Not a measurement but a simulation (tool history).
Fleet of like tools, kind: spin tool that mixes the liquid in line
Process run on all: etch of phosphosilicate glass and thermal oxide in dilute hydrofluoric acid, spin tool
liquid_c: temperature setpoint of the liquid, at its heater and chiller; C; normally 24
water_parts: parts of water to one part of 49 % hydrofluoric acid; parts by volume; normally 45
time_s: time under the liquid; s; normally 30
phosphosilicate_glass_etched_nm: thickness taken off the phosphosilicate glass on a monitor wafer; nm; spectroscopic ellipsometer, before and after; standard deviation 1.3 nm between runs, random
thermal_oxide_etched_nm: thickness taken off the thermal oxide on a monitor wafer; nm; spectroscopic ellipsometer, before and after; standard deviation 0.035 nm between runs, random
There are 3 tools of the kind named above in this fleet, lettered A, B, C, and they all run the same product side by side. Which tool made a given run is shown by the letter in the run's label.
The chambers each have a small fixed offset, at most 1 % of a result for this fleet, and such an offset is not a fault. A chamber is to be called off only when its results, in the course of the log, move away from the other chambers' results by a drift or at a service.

run,hour,liquid_c,water_parts,time_s,hours since the thermometer was replaced,hours since the hydrofluoric acid flow meter was replaced,"read-back film thickness of the phosphosilicate glass reference wafer, read on the same gauge (nm)","read-back film thickness of the thermal oxide reference wafer, read on the same gauge (nm)",phosphosilicate_glass_etched_nm,thermal_oxide_etched_nm
1A,4.5,24,45,30,1063.1,1173.8,59.982,109.98,141.63,3.356
2C,13.8,24,45,30,568.4,500.6,59.989,110.03,141.03,3.2353
3B,21.4,24,45,30,1022.4,681.6,59.96,110.02,142.14,3.2691
4A,30.1,24,45,30,1088.7,1199.4,60.017,109.98,143.63,3.3174
5C,40.3,24,45,30,594.9,527.1,59.999,109.98,142.95,3.2914
6B,49.6,24,45,30,1050.6,709.8,60.036,110,142.63,3.3455
7C,58.9,24,45,30,613.5,545.7,59.993,110.02,143.01,3.3673
8B,63.9,24,45,30,1064.9,724.1,59.998,110.01,140.46,3.2908
9A,68.6,24,45,30,1127.2,1237.9,59.972,109.97,143.21,3.3152
10C,76.9,24,45,30,631.5,563.7,60.017,110,143.37,3.2856
11A,83.5,21.5,45,15,1142.1,1252.8,60.038,110.01,64.531,1.4714
12B,88.6,21.5,45,15,1089.6,748.8,60.016,110.01,64.827,1.4425
13C,97.6,21.5,45,15,652.2,584.4,60.003,109.98,64.447,1.4687
14B,102.9,24,45,30,1103.9,763.1,60,110,142.88,3.3036
15A,109.7,25.5,45,30,1168.3,1279,59.995,110,151.53,3.5219
16C,119,25.5,45,30,673.6,605.8,59.99,110,153.15,3.5661
17B,127.5,25.5,45,30,1128.5,787.7,59.979,109.99,152.87,3.4731
18A,135.3,24,45,30,1193.9,1304.6,60.011,109.99,143.11,3.2951
19B,142.2,24,45,30,1143.2,802.4,60.01,109.98,143.55,3.2456
20A,152.1,24,45,30,1210.7,1321.4,59.999,110.02,144.18,3.3167
# hour 157.8: chamber A: hydrofluoric acid flow meter replaced
21C,160.1,24,45,30,714.7,646.9,60.018,110.02,142.45,3.3002
22C,164.8,24,45,30,719.4,651.6,60.009,110.01,142.29,3.2728
23B,174.2,24,45,30,1175.2,834.4,59.982,109.99,140.97,3.27
24A,180.6,24,45,30,1239.2,22.9,60.007,109.99,142.58,3.283
25B,186.9,24,45,30,1187.9,847.1,60.013,109.99,143.6,3.2778
26C,193.8,24,45,30,748.4,680.6,60.002,110.03,143.9,3.3463
27A,201.6,24,45,30,1260.2,43.9,60.014,109.98,141.67,3.2677
28B,208.3,24,45,30,1209.3,868.5,60.01,110,144.17,3.2982
29C,215,24,45,30,769.6,701.8,59.997,109.96,145,3.282
30A,225,24,45,30,1283.6,67.3,60.006,109.98,141.2,3.2513
31B,233.9,24,45,30,1234.9,894.1,59.996,110.02,144.13,3.2566
# hour 243.6: chamber C: hydrofluoric acid flow meter replaced
32A,243.8,24,45,30,1302.4,86.1,59.996,109.96,145.83,3.2449
33C,252.9,21,60,30,807.5,9.4,59.973,109.97,91.326,2.111

Read the log: is a single chamber off, either drifting away or since a service, is the gauge that measures every chamber drifting, or is nothing wrong beyond small per-chamber offsets? Name any odd chamber and what most likely caused it.

Neither any chamber nor the gauge drifts; the chambers differ only by their own small, steady offsets.

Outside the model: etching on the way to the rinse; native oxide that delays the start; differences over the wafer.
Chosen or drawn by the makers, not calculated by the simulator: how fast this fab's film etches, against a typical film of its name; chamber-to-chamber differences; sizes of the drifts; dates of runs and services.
